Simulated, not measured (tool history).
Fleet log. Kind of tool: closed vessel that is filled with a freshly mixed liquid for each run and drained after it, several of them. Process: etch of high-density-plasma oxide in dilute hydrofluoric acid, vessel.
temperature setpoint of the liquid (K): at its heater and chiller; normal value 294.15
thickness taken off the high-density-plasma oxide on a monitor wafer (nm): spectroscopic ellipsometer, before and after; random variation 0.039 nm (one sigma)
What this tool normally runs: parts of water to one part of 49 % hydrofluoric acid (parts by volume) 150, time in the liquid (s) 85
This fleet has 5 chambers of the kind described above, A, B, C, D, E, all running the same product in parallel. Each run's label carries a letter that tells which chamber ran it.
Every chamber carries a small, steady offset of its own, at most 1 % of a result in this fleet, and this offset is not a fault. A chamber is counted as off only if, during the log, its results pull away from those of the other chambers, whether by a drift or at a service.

| run | hour | temperature setpoint of the liquid (K) | parts of water to one part of 49 % hydrofluoric acid (parts by volume) | time in the liquid (s) | hours since the thermometer was replaced | hours since the hydrofluoric acid flow meter was replaced | read-back film thickness of the high-density-plasma oxide reference wafer, read on the same gauge (nm) | thickness taken off the high-density-plasma oxide on a monitor wafer (nm) |
|---|---|---|---|---|---|---|---|---|
|  | 3.4 | chamber D: thermometer replaced |
| 1B | 3.9 | 294.15 | 150 | 85 | 313.1 | 1245.5 | 40.029 | 4.571 |
|  | 10.5 | chamber C: hydrofluoric acid flow meter replaced |
| 2A | 11.4 | 294.15 | 150 | 85 | 1451.5 | 232.6 | 40.005 | 4.5694 |
| 3E | 15.9 | 294.15 | 150 | 85 | 1057 | 130.5 | 39.989 | 4.4859 |
| 4D | 21.8 | 294.15 | 150 | 85 | 18.5 | 109.9 | 40.005 | 4.5241 |
| 5C | 27.1 | 294.15 | 150 | 85 | 1330.3 | 16.6 | 40.001 | 4.4757 |
| 6A | 35.5 | 290.15 | 150 | 85 | 1475.6 | 256.7 | 40.001 | 3.8465 |
| 7E | 39.9 | 290.15 | 150 | 85 | 1081 | 154.5 | 40.018 | 3.8318 |
| 8C | 45.5 | 290.15 | 150 | 85 | 1348.7 | 35 | 39.954 | 3.8605 |
| 9B | 51.9 | 290.15 | 150 | 85 | 361.1 | 1293.5 | 40.019 | 3.802 |
| 10D | 56.5 | 290.15 | 150 | 85 | 53.2 | 144.6 | 40.016 | 3.8721 |
| 11B | 61.7 | 294.15 | 150 | 85 | 370.9 | 1303.3 | 39.999 | 4.4302 |
| 12A | 69.6 | 294.15 | 150 | 85 | 1509.7 | 290.8 | 40.046 | 4.5165 |
| 13C | 77.3 | 294.15 | 150 | 85 | 1380.5 | 66.8 | 40.022 | 4.5188 |
| 14E | 82.4 | 294.15 | 150 | 85 | 1123.5 | 197 | 39.975 | 4.4912 |
| 15D | 86.7 | 294.15 | 150 | 85 | 83.4 | 174.8 | 39.963 | 4.4913 |
| 16D | 90.9 | 294.15 | 100 | 85 | 87.6 | 179 | 40.017 | 7.1478 |
| 17C | 98.6 | 294.15 | 100 | 85 | 1401.8 | 88.1 | 40.009 | 7.1732 |
| 18A | 106.5 | 294.15 | 100 | 85 | 1546.6 | 327.7 | 40.009 | 7.1755 |
| 19E | 111.5 | 294.15 | 100 | 85 | 1152.6 | 226.1 | 39.98 | 7.2373 |
| 20B | 116.6 | 294.15 | 100 | 85 | 425.8 | 1358.2 | 39.999 | 7.0903 |
| 21A | 120.5 | 294.15 | 150 | 85 | 1560.6 | 341.7 | 40.014 | 4.4307 |
| 22E | 124.4 | 297.15 | 100 | 85 | 1165.5 | 239 | 40.037 | 8.0882 |
| 23B | 133.3 | 297.15 | 100 | 85 | 442.5 | 1374.9 | 40.01 | 7.9456 |
| 24C | 138.3 | 297.15 | 100 | 85 | 1441.5 | 127.8 | 39.956 | 8.1136 |
| 25D | 146.9 | 297.15 | 100 | 85 | 143.6 | 235 | 40.018 | 8.1209 |
| 26B | 152.1 | 297.15 | 100 | 85 | 461.3 | 1393.7 | 40.005 | 8.0061 |
| 27C | 156 | 294.15 | 150 | 85 | 1459.2 | 145.5 | 40.005 | 4.6155 |
| 28A | 163.8 | 294.15 | 150 | 85 | 1603.9 | 385 | 40 | 4.5301 |
| 29E | 171.8 | 291.15 | 150 | 115 | 1212.9 | 286.4 | 40.004 | 5.4448 |
| 30D | 176 | 291.15 | 150 | 115 | 172.7 | 264.1 | 40.013 | 5.4044 |
| 31A | 184.2 | 291.15 | 150 | 115 | 1624.3 | 405.4 | 40.021 | 5.4676 |
| 32C | 188.3 | 291.15 | 150 | 115 | 1491.5 | 177.8 | 39.972 | 5.4404 |
| 33E | 197 | 291.15 | 150 | 115 | 1238.1 | 311.6 | 40.02 | 5.4447 |
| 34D | 201.1 | 294.15 | 150 | 85 | 197.8 | 289.2 | 39.974 | 4.5858 |
| 35B | 205.3 | 294.15 | 80 | 135 | 514.5 | 1446.9 | 40.011 | 14.267 |
| 36D | 210.1 | 294.15 | 80 | 135 | 206.8 | 298.2 | 40.003 | 14.755 |
| 37B | 215.9 | 294.15 | 80 | 135 | 525.1 | 1457.5 | 40.003 | 14.31 |
| 38A | 220.3 | 294.15 | 80 | 135 | 1660.4 | 441.5 | 39.954 | 14.962 |
| 39C | 225.9 | 294.15 | 80 | 135 | 1529.1 | 215.4 | 40.035 | 14.538 |
| 40E | 232.5 | 294.15 | 150 | 85 | 1273.6 | 347.1 | 39.98 | 4.5018 |
| 41C | 238.8 | 294.15 | 150 | 85 | 1542 | 228.3 | 39.985 | 4.5721 |
| 42B | 243.7 | 294.15 | 150 | 85 | 552.9 | 1485.3 | 39.996 | 4.5367 |

All chambers now run identical settings, listed one chamber a line with results as question marks. What results will each chamber show?
| 43A | 250.2 | 296.65 | 150 | 85 |  |  |  | ? |
| 43B | 250.2 | 296.65 | 150 | 85 |  |  |  | ? |
| 43C | 250.2 | 296.65 | 150 | 85 |  |  |  | ? |
| 43D | 250.2 | 296.65 | 150 | 85 |  |  |  | ? |
| 43E | 250.2 | 296.65 | 150 | 85 |  |  |  | ? |

| run | thickness taken off the high-density-plasma oxide on a monitor wafer (nm) |
|---|---|
| 43A | 4.994 |
| 43B | 4.897 |
| 43C | 5.0512 |
| 43D | 4.9527 |
| 43E | 4.9281 |
